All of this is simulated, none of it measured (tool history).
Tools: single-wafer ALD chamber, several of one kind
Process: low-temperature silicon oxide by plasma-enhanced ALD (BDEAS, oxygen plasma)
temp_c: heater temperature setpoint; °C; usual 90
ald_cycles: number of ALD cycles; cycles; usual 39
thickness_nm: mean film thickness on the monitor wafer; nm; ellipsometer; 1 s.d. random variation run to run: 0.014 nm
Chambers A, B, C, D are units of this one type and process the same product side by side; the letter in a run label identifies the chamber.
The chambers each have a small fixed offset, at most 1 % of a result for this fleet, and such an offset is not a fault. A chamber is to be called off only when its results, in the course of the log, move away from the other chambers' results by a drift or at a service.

| run | day | temp_c | ald_cycles | hours since the last thermocouple change | read-back reference wafer on the same gauge, thickness_nm | thickness_nm |
|---|---|---|---|---|---|---|
| 1B | 0.117 | 90 | 39 | 315.6 | 6.2796 | 5.7727 |
| 2C | 0.229 | 90 | 39 | 1019.6 | 6.2795 | 5.7057 |
| 3D | 0.388 | 90 | 39 | 1007.7 | 6.2757 | 5.7551 |
| 4A | 0.521 | 90 | 39 | 20.8 | 6.2800 | 5.7817 |
| 5C | 0.621 | 90 | 42 | 1029.0 | 6.2791 | 6.1801 |
| 6D | 0.783 | 90 | 42 | 1017.2 | 6.2760 | 6.2235 |
| 7A | 0.867 | 90 | 42 | 29.1 | 6.2761 | 6.2245 |
| 8B | 0.967 | 90 | 42 | 336.0 | 6.2780 | 6.2165 |
| 9A | 1.092 | 90 | 39 | 34.5 | 6.2796 | 5.7543 |
| 10C | 1.196 | 90 | 39 | 1042.8 | 6.2805 | 5.7192 |
| 11B | 1.304 | 90 | 39 | 344.1 | 6.2804 | 5.7758 |
| 12D | 1.425 | 90 | 39 | 1032.6 | 6.2805 | 5.7354 |
| 13B | 1.562 | 90 | 39 | 350.3 | 6.2845 | 5.7579 |
|  | 1.571 | chamber D: thermocouple changed; heater temperature recalibrated |
| 14C | 1.679 | 90 | 39 | 1054.4 | 6.2809 | 5.7152 |
| 15D | 1.762 | 90 | 42 | 4.6 | 6.2766 | 6.2869 |
| 16A | 1.850 | 90 | 42 | 52.7 | 6.2836 | 6.2367 |
| 17A | 1.938 | 90 | 42 | 54.8 | 6.2770 | 6.2280 |
| 18D | 2.062 | 90 | 42 | 11.8 | 6.2820 | 6.2815 |
| 19B | 2.183 | 90 | 39 | 365.2 | 6.2790 | 5.7762 |
| 20C | 2.358 | 90 | 39 | 1070.7 | 6.2817 | 5.7251 |
| 21A | 2.442 | 90 | 39 | 66.9 | 6.2790 | 5.7726 |
| 22D | 2.596 | 90 | 39 | 24.6 | 6.2777 | 5.8546 |
| 23B | 2.729 | 90 | 39 | 378.3 | 6.2817 | 5.7669 |
| 24C | 2.821 | 90 | 39 | 1081.8 | 6.2822 | 5.7315 |
| 25B | 2.983 | 90 | 39 | 384.4 | 6.2820 | 5.7459 |
| 26D | 3.075 | 90 | 39 | 36.1 | 6.2783 | 5.8450 |
| 27C | 3.233 | 90 | 39 | 1091.7 | 6.2803 | 5.7455 |
| 28A | 3.346 | 90 | 39 | 88.6 | 6.2822 | 5.7631 |
| 29D | 3.479 | 90 | 39 | 45.8 | 6.2771 | 5.8292 |
| 30A | 3.579 | 90 | 39 | 94.2 | 6.2794 | 5.7812 |
| 31B | 3.662 | 90 | 39 | 400.7 | 6.2797 | 5.7710 |
| 32C | 3.804 | 90 | 39 | 1105.4 | 6.2808 | 5.7299 |
| 33D | 3.921 | 82 | 45 | 56.4 | 6.2814 | 6.9266 |
| 34C | 4.079 | 82 | 45 | 1112.0 | 6.2792 | 6.7956 |
| 35A | 4.171 | 82 | 45 | 108.4 | 6.2807 | 6.8435 |
| 36B | 4.296 | 82 | 45 | 415.9 | 6.2770 | 6.8082 |
| 37C | 4.471 | 90 | 39 | 1121.4 | 6.2786 | 5.7347 |

Does one chamber stand apart from the rest, does the shared gauge drift, or is all well apart from small per-chamber offsets? Give the chamber and the most likely cause, where there is one.

After it was serviced, chamber D no longer matches the other chambers.
Most likely cause: wafer temperature below the value expected at the setpoint (K) = 4.03.

Which of the 4 candidates below, each the usual settings with something changed and its results left as question marks, puts chamber D back in line with what the other chambers give on the usual settings?
Maximum distance from the other chambers' mean on the usual settings for a result to count as in line: thickness_nm 0.0470 nm
| 38D-1 | 4.596 | 86 | 39 |  |  | ? |
| 38D-2 | 4.596 | 99 | 39 |  |  | ? |
| 38D-3 | 4.596 | 81 | 39 |  |  | ? |
| 38D-4 | 4.596 | 94 | 39 |  |  | ? |

Average result of the remaining chambers running the usual settings: thickness_nm 5.7568 nm
| run | thickness_nm |
|---|---|
| 38D-1 | 5.9170 |
| 38D-2 | 5.6541 |
| 38D-3 | 6.0181 |
| 38D-4 | 5.7552 |
38D-4 is the one that brings the chamber's results back in line with the other chambers.
